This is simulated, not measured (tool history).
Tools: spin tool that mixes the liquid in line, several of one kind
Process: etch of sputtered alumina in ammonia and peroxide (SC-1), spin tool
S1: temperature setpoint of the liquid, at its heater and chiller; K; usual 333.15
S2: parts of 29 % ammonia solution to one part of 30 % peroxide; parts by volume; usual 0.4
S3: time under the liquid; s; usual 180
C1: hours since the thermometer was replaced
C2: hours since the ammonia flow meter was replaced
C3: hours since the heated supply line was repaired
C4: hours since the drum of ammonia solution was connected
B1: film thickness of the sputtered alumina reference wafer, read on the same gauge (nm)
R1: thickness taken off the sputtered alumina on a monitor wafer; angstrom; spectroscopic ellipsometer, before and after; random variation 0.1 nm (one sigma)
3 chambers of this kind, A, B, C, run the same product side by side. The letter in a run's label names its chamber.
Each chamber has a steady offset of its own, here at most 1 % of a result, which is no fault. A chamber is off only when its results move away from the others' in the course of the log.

run,hour,S1,S2,S3,C1,C2,C3,C4,B1,R1
1B,13.8,333.15,0.4,180,621.5,986.7,1222.5,110.7,149.99,120.09
2A,25.9,333.15,0.4,180,595.4,61.4,2547.7,186.7,150.01,120.19
3C,36.3,333.15,0.4,180,646.3,1408,3068.5,383.7,149.98,121.61
4C,50.6,333.15,0.4,180,660.6,1422.3,3082.8,398,150.01,120.51
5B,61.8,342.65,0.35,180,669.5,1034.7,1270.5,158.7,150.02,191.79
6A,68.8,342.65,0.35,180,638.3,104.3,2590.6,229.6,150,191.33
7A,81,342.65,0.35,180,650.5,116.5,2602.8,241.8,149.99,190.58
8C,88.9,333.15,0.4,180,698.9,1460.6,3121.1,436.3,149.99,121.48
9B,101.3,341.65,0.55,180,709,1074.2,1310,198.2,149.99,189.57
10C,107.5,341.65,0.55,180,717.5,1479.2,3139.7,454.9,150.01,188.49
# hour 111.8: chamber B: new drum of ammonia solution connected
11A,118.3,341.65,0.55,180,687.8,153.8,2640.1,279.1,150.02,189.89
12B,130.7,333.15,0.4,180,738.4,1103.6,1339.4,19,150,119.38
13A,143.6,333.15,0.4,180,713.1,179.1,2665.4,304.4,150.02,119.27
14B,157.6,333.15,0.4,180,765.3,1130.5,1366.3,45.9,150.01,119.31
15C,167.9,333.15,0.4,180,777.9,1539.6,3200.1,515.3,149.99,120.38
# hour 175.1: chamber C: heated supply line repaired
16A,175.1,333.15,0.4,180,744.6,210.6,2696.9,335.9,150,119.33
17C,189,333.15,0.4,180,799,1560.7,13.9,536.4,149.99,119.76
18B,201.2,333.15,0.4,180,808.9,1174.1,1409.9,89.5,150,119.25
19B,210.4,333.15,0.4,180,818.1,1183.3,1419.1,98.7,149.98,120.94
20C,222,333.15,0.4,180,832,1593.7,46.9,569.4,150.02,119.04
21A,233.4,333.15,0.4,180,802.9,268.9,2755.2,394.2,149.98,122.19
22B,241.1,333.15,0.4,180,848.8,1214,1449.8,129.4,150,119.6
# hour 245: chamber C: ammonia flow meter replaced
# hour 246.2: chamber C: new drum of ammonia solution connected
23A,250,333.15,0.4,180,819.5,285.5,2771.8,410.8,150.02,120.35
24C,263.9,333.15,0.4,180,873.9,18.9,88.8,17.8,150,118.42
25B,272.6,333.15,0.4,180,880.3,1245.5,1481.3,160.9,150.02,118.34
26C,280.1,333.15,0.4,180,890.1,35.1,105,34,149.99,118.92
27A,288.2,333.15,0.4,180,857.7,323.7,2810,449,150,120.29
28C,299.5,333.15,0.4,180,909.5,54.5,124.4,53.4,150.02,115.82
29B,312.6,333.15,0.4,180,920.3,1285.5,1521.3,200.9,150,119.48
30A,322.5,333.15,0.4,180,892,358,2844.3,483.3,150,121.07
31B,336.1,339.15,0.4,115,943.8,1309,1544.8,224.4,150.03,102.38
# hour 341.6: chamber B: new drum of ammonia solution connected
32A,346.4,339.15,0.4,115,915.9,381.9,2868.2,507.2,150,105.36
33C,354.9,339.15,0.4,115,964.9,109.9,179.8,108.8,150.01,100.43
34A,362.7,333.15,0.4,180,932.2,398.2,2884.5,523.5,149.99,120.76
35C,375.5,333.15,0.4,180,985.5,130.5,200.4,129.4,150,116.34
36B,387.3,333.15,0.4,180,995,1360.2,1596,45.7,149.98,117.81
37A,396,333.15,0.4,180,965.5,431.5,2917.8,556.8,150,121.29
38B,407.7,333.15,0.4,180,1015.4,1380.6,1616.4,66.1,150.01,120.06
39C,417.6,333.15,0.4,180,1027.6,172.6,242.5,171.5,150.01,113.7
40C,426.2,328.65,0.25,180,1036.2,181.2,251.1,180.1,149.98,86.727

All 3 chambers run these settings next. Forecast each chamber's results:
41A,436.5,333.15,0.5,180,,,,,,?
41B,436.5,333.15,0.5,180,,,,,,?
41C,436.5,333.15,0.5,180,,,,,,?

run,R1
41A,122.94
41B,121.59
41C,116.14

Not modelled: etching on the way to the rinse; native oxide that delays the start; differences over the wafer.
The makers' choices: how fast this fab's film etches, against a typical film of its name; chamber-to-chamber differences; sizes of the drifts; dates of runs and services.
